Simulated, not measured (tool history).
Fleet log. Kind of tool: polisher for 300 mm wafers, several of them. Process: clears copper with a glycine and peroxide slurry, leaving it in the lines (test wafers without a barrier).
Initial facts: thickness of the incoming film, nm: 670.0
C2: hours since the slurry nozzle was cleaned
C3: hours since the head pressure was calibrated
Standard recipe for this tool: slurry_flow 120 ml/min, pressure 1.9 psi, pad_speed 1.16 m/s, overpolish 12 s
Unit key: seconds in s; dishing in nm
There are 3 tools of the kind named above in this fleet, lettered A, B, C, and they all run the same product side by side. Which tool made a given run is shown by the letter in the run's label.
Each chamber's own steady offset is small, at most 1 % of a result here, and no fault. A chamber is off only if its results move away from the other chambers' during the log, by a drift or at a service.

Run 1C, hour 3.9: usual settings; wafers polished on this pad 82; C2 433.0; C3 106.6. Result: seconds 182.27 s, dishing 29.819 nm.
Run 2B, hour 10.1: usual settings; wafers polished on this pad 1057; C2 189.3; C3 78.9. Result: seconds 180.21 s, dishing 29.914 nm.
Run 3A, hour 15.2: usual settings; wafers polished on this pad 160; C2 378.9; C3 726.8. Result: seconds 177.53 s, dishing 29.579 nm.
Run 4B, hour 20.0: usual settings; wafers polished on this pad 1114; C2 199.2; C3 88.8. Result: seconds 174.29 s, dishing 30.750 nm.
Run 5A, hour 25.4: usual settings; wafers polished on this pad 219; C2 389.1; C3 737.0. Result: seconds 184.06 s, dishing 30.600 nm.
Run 6C, hour 31.8: usual settings but slurry_flow 90 ml/min, overpolish 10 s; wafers polished on this pad 242; C2 460.9; C3 134.5. Result: seconds 192.37 s, dishing 24.292 nm.
At hour 34.7: chamber C: slurry nozzle cleaned.
Run 7B, hour 36.8: usual settings but slurry_flow 90 ml/min, overpolish 10 s; wafers polished on this pad 1210; C2 216.0; C3 105.6. Result: seconds 186.70 s, dishing 24.347 nm.
Run 8A, hour 39.6: usual settings but slurry_flow 90 ml/min, overpolish 10 s; wafers polished on this pad 300; C2 403.3; C3 751.2. Result: seconds 196.71 s, dishing 24.141 nm.
Run 9C, hour 42.4: usual settings; wafers polished on this pad 302; C2 7.8; C3 145.1. Result: seconds 176.63 s, dishing 29.641 nm.
Run 10C, hour 47.7: usual settings; wafers polished on this pad 333; C2 13.1; C3 150.4. Result: seconds 179.35 s, dishing 30.037 nm.
Run 11A, hour 53.6: usual settings; wafers polished on this pad 380; C2 417.3; C3 765.2. Result: seconds 188.88 s, dishing 28.517 nm.
Run 12B, hour 58.7: usual settings; wafers polished on this pad 1335; C2 237.9; C3 127.5. Result: seconds 177.43 s, dishing 30.591 nm.
Run 13A, hour 64.5: usual settings; wafers polished on this pad 442; C2 428.2; C3 776.1. Result: seconds 189.44 s, dishing 29.708 nm.
Run 14B, hour 68.9: usual settings; wafers polished on this pad 1393; C2 248.1; C3 137.7. Result: seconds 179.00 s, dishing 29.579 nm.
Run 15C, hour 73.4: usual settings; wafers polished on this pad 479; C2 38.8; C3 176.1. Result: seconds 182.35 s, dishing 29.923 nm.
Run 16B, hour 78.4: usual settings; wafers polished on this pad 1447; C2 257.6; C3 147.2. Result: seconds 183.20 s, dishing 31.482 nm.
At hour 82.6: chamber C: worn pad replaced by a new one.
Run 17C, hour 83.1: usual settings; wafers polished on this pad 3; C2 48.5; C3 185.8. Result: seconds 180.97 s, dishing 31.110 nm.
At hour 88.2: chamber B: worn pad replaced by a new one.
Run 18A, hour 89.0: usual settings; wafers polished on this pad 582; C2 452.7; C3 800.6. Result: seconds 190.44 s, dishing 29.305 nm.
Run 19A, hour 92.7: usual settings; wafers polished on this pad 603; C2 456.4; C3 804.3. Result: seconds 185.11 s, dishing 28.759 nm.
Run 20C, hour 98.8: usual settings; wafers polished on this pad 92; C2 64.2; C3 201.5. Result: seconds 180.97 s, dishing 30.699 nm.
Run 21B, hour 104.8: usual settings; wafers polished on this pad 94; C2 284.0; C3 173.6. Result: seconds 175.09 s, dishing 29.955 nm.
Run 22B, hour 107.8: usual settings; wafers polished on this pad 111; C2 287.0; C3 176.6. Result: seconds 181.23 s, dishing 30.679 nm.
Run 23A, hour 113.9: usual settings; wafers polished on this pad 724; C2 477.6; C3 825.5. Result: seconds 196.16 s, dishing 28.648 nm.
Run 24C, hour 119.5: usual settings; wafers polished on this pad 211; C2 84.9; C3 222.2. Result: seconds 178.24 s, dishing 30.288 nm.
Run 25B, hour 125.3: usual settings; wafers polished on this pad 211; C2 304.5; C3 194.1. Result: seconds 180.59 s, dishing 30.042 nm.
Run 26A, hour 129.6: usual settings; wafers polished on this pad 814; C2 493.3; C3 841.2. Result: seconds 192.42 s, dishing 28.017 nm.
Run 27C, hour 135.7: usual settings; wafers polished on this pad 303; C2 101.1; C3 238.4. Result: seconds 183.25 s, dishing 29.561 nm.

All chambers now run identical settings, listed one chamber a line with results as question marks. What results will each chamber show?
Run 28A, hour 140.3: usual settings but slurry_flow 95 ml/min. Result: seconds ?, dishing ?.
Run 28B, hour 140.3: usual settings but slurry_flow 95 ml/min. Result: seconds ?, dishing ?.
Run 28C, hour 140.3: usual settings but slurry_flow 95 ml/min. Result: seconds ?, dishing ?.

run  seconds  dishing
28A   214.85   26.457
28B   189.71   28.297
28C   195.91   28.368

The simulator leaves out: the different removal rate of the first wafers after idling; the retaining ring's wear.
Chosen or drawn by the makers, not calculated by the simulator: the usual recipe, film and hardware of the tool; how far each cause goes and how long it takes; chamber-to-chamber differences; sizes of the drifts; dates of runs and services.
